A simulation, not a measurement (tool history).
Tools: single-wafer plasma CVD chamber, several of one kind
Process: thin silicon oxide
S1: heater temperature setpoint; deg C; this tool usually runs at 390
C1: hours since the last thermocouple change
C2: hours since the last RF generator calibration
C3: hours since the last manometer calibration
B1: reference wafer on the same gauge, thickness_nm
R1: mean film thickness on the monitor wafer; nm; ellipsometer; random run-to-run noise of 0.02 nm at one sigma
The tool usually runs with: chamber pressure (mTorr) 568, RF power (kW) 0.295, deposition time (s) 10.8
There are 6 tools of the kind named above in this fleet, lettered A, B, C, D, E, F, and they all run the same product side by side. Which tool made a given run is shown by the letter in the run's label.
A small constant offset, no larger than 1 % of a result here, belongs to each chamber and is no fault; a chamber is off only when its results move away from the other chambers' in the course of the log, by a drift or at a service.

At day 0.067: chamber F: RF generator calibrated.
Run 1F, day 0.162: usual settings; C1 1208.9; C2 2.3; C3 1878.6; B1 13.197. Result: R1 13.902 nm.
Run 2B, day 0.325: usual settings; C1 1672.4; C2 828.9; C3 1356.3; B1 13.195. Result: R1 13.873 nm.
Run 3D, day 0.492: usual settings; C1 1656.3; C2 871.2; C3 2260.8; B1 13.193. Result: R1 13.86 nm.
Run 4C, day 0.667: usual settings; C1 124.1; C2 1737.5; C3 1618.5; B1 13.192. Result: R1 13.931 nm.
Run 5E, day 0.821: usual settings; C1 1286.5; C2 239.1; C3 1923.5; B1 13.188. Result: R1 13.887 nm.
Run 6A, day 0.996: usual settings but RF power (kW) 0.255, deposition time (s) 9.7; C1 161.2; C2 617.4; C3 659.7; B1 13.191. Result: R1 11.75 nm.
Run 7C, day 1.117: usual settings but RF power (kW) 0.255, deposition time (s) 9.7; C1 134.9; C2 1748.3; C3 1629.3; B1 13.184. Result: R1 11.743 nm.
Run 8D, day 1.292: usual settings but RF power (kW) 0.255, deposition time (s) 9.7; C1 1675.5; C2 890.4; C3 2280; B1 13.186. Result: R1 11.68 nm.
Run 9F, day 1.404: usual settings but RF power (kW) 0.255, deposition time (s) 9.7; C1 1238.7; C2 32.1; C3 1908.4; B1 13.18. Result: R1 11.736 nm.
Run 10A, day 1.596: usual settings but RF power (kW) 0.255, deposition time (s) 9.7; C1 175.6; C2 631.8; C3 674.1; B1 13.184. Result: R1 11.742 nm.
Run 11B, day 1.708: usual settings but RF power (kW) 0.255, deposition time (s) 9.7; C1 1705.6; C2 862.1; C3 1389.5; B1 13.178. Result: R1 11.652 nm.
Run 12E, day 1.833: usual settings; C1 1310.8; C2 263.4; C3 1947.8; B1 13.175. Result: R1 13.924 nm.
Run 13C, day 1.988: usual settings; C1 155.8; C2 1769.2; C3 1650.2; B1 13.174. Result: R1 13.913 nm.
Run 14F, day 2.133: usual settings; C1 1256.2; C2 49.6; C3 1925.9; B1 13.176. Result: R1 13.882 nm.
Run 15A, day 2.262: usual settings; C1 191.6; C2 647.8; C3 690.1; B1 13.17. Result: R1 13.898 nm.
Run 16B, day 2.388: usual settings; C1 1721.9; C2 878.4; C3 1405.8; B1 13.166. Result: R1 13.822 nm.
Run 17D, day 2.538: usual settings but S1 402 deg C; C1 1705.4; C2 920.3; C3 2309.9; B1 13.168. Result: R1 13.699 nm.
Run 18E, day 2.738: usual settings but S1 402 deg C; C1 1332.5; C2 285.1; C3 1969.5; B1 13.164. Result: R1 13.786 nm.
Run 19A, day 2.9: usual settings but S1 402 deg C; C1 206.9; C2 663.1; C3 705.4; B1 13.157. Result: R1 13.807 nm.
Run 20B, day 3.046: usual settings but S1 402 deg C; C1 1737.7; C2 894.2; C3 1421.6; B1 13.164. Result: R1 13.721 nm.
Run 21F, day 3.221: usual settings but S1 402 deg C; C1 1282.3; C2 75.7; C3 1952; B1 13.157. Result: R1 13.783 nm.
Run 22C, day 3.358: usual settings but S1 402 deg C; C1 188.7; C2 1802.1; C3 1683.1; B1 13.153. Result: R1 13.818 nm.
Run 23D, day 3.521: usual settings; C1 1729; C2 943.9; C3 2333.5; B1 13.151. Result: R1 13.802 nm.
Run 24E, day 3.658: usual settings but chamber pressure (mTorr) 462; C1 1354.6; C2 307.2; C3 1991.6; B1 13.156. Result: R1 10.999 nm.
Run 25F, day 3.854: usual settings but chamber pressure (mTorr) 462; C1 1297.5; C2 90.9; C3 1967.2; B1 13.15. Result: R1 10.975 nm.
Run 26A, day 4.038: usual settings but chamber pressure (mTorr) 462; C1 234.2; C2 690.4; C3 732.7; B1 13.148. Result: R1 11.023 nm.
Run 27D, day 4.167: usual settings but chamber pressure (mTorr) 462; C1 1744.5; C2 959.4; C3 2349; B1 13.144. Result: R1 10.854 nm.
Run 28B, day 4.325: usual settings but chamber pressure (mTorr) 462; C1 1768.4; C2 924.9; C3 1452.3; B1 13.141. Result: R1 10.962 nm.
Run 29C, day 4.492: usual settings but chamber pressure (mTorr) 462; C1 215.9; C2 1829.3; C3 1710.3; B1 13.141. Result: R1 10.991 nm.
Run 30E, day 4.654: usual settings; C1 1378.5; C2 331.1; C3 2015.5; B1 13.134. Result: R1 13.879 nm.
Run 31B, day 4.796: usual settings; C1 1779.7; C2 936.2; C3 1463.6; B1 13.143. Result: R1 13.78 nm.
Run 32E, day 4.896: usual settings but S1 379 deg C, RF power (kW) 0.275; C1 1384.3; C2 336.9; C3 2021.3; B1 13.137. Result: R1 13.561 nm.
Run 33D, day 5.008: usual settings but S1 379 deg C, RF power (kW) 0.275; C1 1764.7; C2 979.6; C3 2369.2; B1 13.135. Result: R1 13.471 nm.
Run 34C, day 5.162: usual settings but S1 379 deg C, RF power (kW) 0.275; C1 232; C2 1845.4; C3 1726.4; B1 13.135. Result: R1 13.557 nm.
Run 35F, day 5.3: usual settings but S1 379 deg C, RF power (kW) 0.275; C1 1332.2; C2 125.6; C3 2001.9; B1 13.132. Result: R1 13.533 nm.
Run 36A, day 5.471: usual settings but S1 379 deg C, RF power (kW) 0.275; C1 268.6; C2 724.8; C3 767.1; B1 13.13. Result: R1 13.527 nm.
Run 37E, day 5.617: usual settings but S1 379 deg C, RF power (kW) 0.275; C1 1401.6; C2 354.2; C3 2038.6; B1 13.129. Result: R1 13.54 nm.
Run 38D, day 5.767: usual settings; C1 1782.9; C2 997.8; C3 2387.4; B1 13.122. Result: R1 13.79 nm.

Next, every chamber runs the same settings. What will each give?
Run 39A, day 5.908: usual settings but deposition time (s) 12.7. Result: R1 ?.
Run 39B, day 5.908: usual settings but deposition time (s) 12.7. Result: R1 ?.
Run 39C, day 5.908: usual settings but deposition time (s) 12.7. Result: R1 ?.
Run 39D, day 5.908: usual settings but deposition time (s) 12.7. Result: R1 ?.
Run 39E, day 5.908: usual settings but deposition time (s) 12.7. Result: R1 ?.
Run 39F, day 5.908: usual settings but deposition time (s) 12.7. Result: R1 ?.

run      R1
39A  16.246
39B  16.176
39C   16.31
39D  16.173
39E  16.259
39F  16.262
